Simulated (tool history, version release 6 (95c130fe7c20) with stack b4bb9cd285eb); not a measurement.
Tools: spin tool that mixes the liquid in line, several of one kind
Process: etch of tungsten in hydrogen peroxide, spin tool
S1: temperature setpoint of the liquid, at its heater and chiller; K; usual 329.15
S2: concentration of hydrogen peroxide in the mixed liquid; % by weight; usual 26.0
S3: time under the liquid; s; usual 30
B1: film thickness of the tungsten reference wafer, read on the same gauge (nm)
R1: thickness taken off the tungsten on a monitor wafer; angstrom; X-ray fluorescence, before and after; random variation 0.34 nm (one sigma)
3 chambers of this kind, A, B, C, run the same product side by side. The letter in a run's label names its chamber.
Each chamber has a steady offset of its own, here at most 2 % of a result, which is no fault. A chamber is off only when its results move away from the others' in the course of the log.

Run 1C, hour 10.2: usual settings; B1 129.98. Result: R1 681.05 angstrom.
Run 2B, hour 18.3: usual settings; B1 130.01. Result: R1 682.90 angstrom.
At hour 20.9: chamber A: thermometer replaced.
Run 3A, hour 32.4: usual settings; B1 130.00. Result: R1 667.77 angstrom.
Run 4B, hour 48.0: usual settings; B1 129.99. Result: R1 673.40 angstrom.
Run 5C, hour 58.2: usual settings; B1 129.98. Result: R1 672.59 angstrom.
Run 6A, hour 73.7: usual settings; B1 129.99. Result: R1 668.54 angstrom.
Run 7A, hour 88.9: usual settings; B1 130.02. Result: R1 667.20 angstrom.
Run 8B, hour 103.5: usual settings; B1 130.04. Result: R1 683.27 angstrom.
Run 9C, hour 110.6: usual settings; B1 130.00. Result: R1 667.19 angstrom.
Run 10B, hour 121.8: usual settings; B1 130.05. Result: R1 674.27 angstrom.
Run 11A, hour 134.7: usual settings but S1 322.15 K, S2 21.5 % by weight; B1 129.99. Result: R1 398.14 angstrom.
Run 12C, hour 144.6: usual settings but S1 322.15 K, S2 21.5 % by weight; B1 130.03. Result: R1 395.07 angstrom.
Run 13A, hour 159.0: usual settings but S1 322.15 K, S2 21.5 % by weight; B1 130.02. Result: R1 398.96 angstrom.
Run 14B, hour 169.6: usual settings; B1 130.02. Result: R1 681.44 angstrom.
Run 15C, hour 183.3: usual settings; B1 130.02. Result: R1 653.81 angstrom.
Run 16A, hour 193.5: usual settings; B1 129.98. Result: R1 663.65 angstrom.
Run 17B, hour 201.6: usual settings; B1 129.96. Result: R1 673.80 angstrom.
Run 18C, hour 213.3: usual settings; B1 129.99. Result: R1 651.52 angstrom.
Run 19B, hour 226.5: usual settings; B1 129.97. Result: R1 686.08 angstrom.
At hour 227.6: chamber B: peroxide flow meter replaced.
At hour 241.3: chamber B: new drum of peroxide connected.
Run 20C, hour 242.4: usual settings; B1 130.01. Result: R1 645.46 angstrom.
Run 21A, hour 249.7: usual settings but S1 333.65 K, S2 28.5 % by weight; B1 130.01. Result: R1 907.04 angstrom.
Run 22A, hour 258.6: usual settings but S1 333.65 K, S2 28.5 % by weight; B1 129.99. Result: R1 910.21 angstrom.
Run 23B, hour 266.4: usual settings but S1 333.65 K, S2 28.5 % by weight; B1 130.02. Result: R1 924.28 angstrom.
Run 24C, hour 282.4: usual settings but S1 338.15 K, S3 15 s; B1 129.99. Result: R1 542.28 angstrom.
Run 25C, hour 292.2: usual settings but S1 338.15 K, S3 15 s; B1 129.99. Result: R1 543.94 angstrom.
Run 26B, hour 301.5: usual settings but S1 338.15 K, S3 15 s; B1 129.99. Result: R1 571.80 angstrom.
Run 27A, hour 309.9: usual settings; B1 130.01. Result: R1 665.96 angstrom.

What goes on in this fleet: one chamber off, a drifting gauge, or nothing beyond the chambers' own small offsets? Name the chamber and the cause, if any.

Chamber C drifts away from the others.
Cause: temperature lost on the way to the wafer (K) = 1.05.
The log may not tell that from: liquid colder than its thermometer reads (K); peroxide flow below the setpoint (%).

Here are 4 candidates for chamber C's next run, each the usual settings with a change, their results left as question marks. Which one brings its results back in line with what the others give on the usual settings?
In line means no further than this from the other chambers' mean on the usual settings: R1 12.00 angstrom
Run 28C-1, hour 321.3: usual settings but S1 330.15 K. Result: R1 ?.
Run 28C-2, hour 321.3: usual settings but S2 25.0 % by weight. Result: R1 ?.
Run 28C-3, hour 321.3: usual settings but S1 328.15 K. Result: R1 ?.
Run 28C-4, hour 321.3: usual settings but S2 27.0 % by weight. Result: R1 ?.

The other chambers' mean on the usual settings: R1 672.78 angstrom
  run      R1
28C-1  676.00
28C-2  624.23
28C-3  599.34
28C-4  648.44
28C-1 brings the chamber back in line.
